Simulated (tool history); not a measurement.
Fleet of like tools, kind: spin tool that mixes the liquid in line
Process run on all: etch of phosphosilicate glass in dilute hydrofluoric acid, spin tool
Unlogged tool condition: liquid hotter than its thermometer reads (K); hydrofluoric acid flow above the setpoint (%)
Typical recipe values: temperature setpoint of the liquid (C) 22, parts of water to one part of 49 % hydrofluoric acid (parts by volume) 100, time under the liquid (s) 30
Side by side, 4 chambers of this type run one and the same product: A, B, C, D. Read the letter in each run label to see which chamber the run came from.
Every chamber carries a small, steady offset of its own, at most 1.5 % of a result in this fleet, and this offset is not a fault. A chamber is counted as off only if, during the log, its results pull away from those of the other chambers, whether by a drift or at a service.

run	day	temperature setpoint of the liquid (C)	parts of water to one part of 49 % hydrofluoric acid (parts by volume)	time under the liquid (s)	hours since the thermometer was replaced	hours since the hydrofluoric acid flow meter was replaced	read-back film thickness of the phosphosilicate glass reference wafer, read on the same gauge (nm)	thickness taken off the phosphosilicate glass on a monitor wafer (nm)
1B	0.271	22	100	30	1700	143.9	30.018	30.553
2C	0.808	22	100	30	1061.8	132.7	29.942	31.045
3D	1.167	22	100	30	273.1	212.2	30.03	30.387
4A	1.467	22	100	30	684.7	91.8	30.032	30.356
# day 1.867: chamber A: thermometer replaced
5A	1.892	22	100	30	0.6	102	29.961	30.214
6B	2.2	22	115	20	1746.3	190.2	30.04	17.447
7D	2.442	22	115	20	303.7	242.8	30.001	17.366
8C	2.812	22	115	20	1109.9	180.8	30.016	17.645
9B	3.242	22	115	20	1771.3	215.2	30.019	17.438
10C	3.721	22	100	30	1131.7	202.6	30.045	30.927
11A	4.071	22	100	30	52.9	154.3	29.995	30.157
12D	4.575	22	100	30	354.9	294	29.955	30.511
13D	4.879	22	100	30	362.2	301.3	29.978	30.604
14B	5.3	22	100	30	1820.7	264.6	30.023	30.491
15C	5.562	22	100	30	1175.9	246.8	30.023	30.887
16A	5.892	22	100	30	96.6	198	29.998	30.217
17B	6.392	22	100	30	1846.9	290.8	29.957	30.621
18C	6.746	22	100	30	1204.3	275.2	29.971	30.794
19D	7.012	22	100	30	413.4	352.5	29.975	30.76
20A	7.358	22	100	30	131.8	233.2	29.971	30.206
21D	7.833	23.5	100	30	433.1	372.2	30.059	32.511
22A	8.204	23.5	100	30	152.1	253.5	29.97	32.326
23B	8.55	23.5	100	30	1898.7	342.6	29.972	32.329
24C	8.817	23.5	100	30	1254	324.9	29.989	32.663
25C	9.125	22	100	45	1261.4	332.3	30.024	46.285
26A	9.662	22	100	45	187.1	288.5	30.015	45.579
27B	9.912	22	100	45	1931.4	375.3	30.03	45.624

Next, all 4 chambers run the settings below, one line each with question marks for the results. What does each chamber give?
28A	10.3	22	100	45				?
28B	10.3	22	100	45				?
28C	10.3	22	100	45				?
28D	10.3	22	100	45				?

run	thickness taken off the phosphosilicate glass on a monitor wafer (nm)
28A	45.657
28B	45.544
28C	46.002
28D	46.628

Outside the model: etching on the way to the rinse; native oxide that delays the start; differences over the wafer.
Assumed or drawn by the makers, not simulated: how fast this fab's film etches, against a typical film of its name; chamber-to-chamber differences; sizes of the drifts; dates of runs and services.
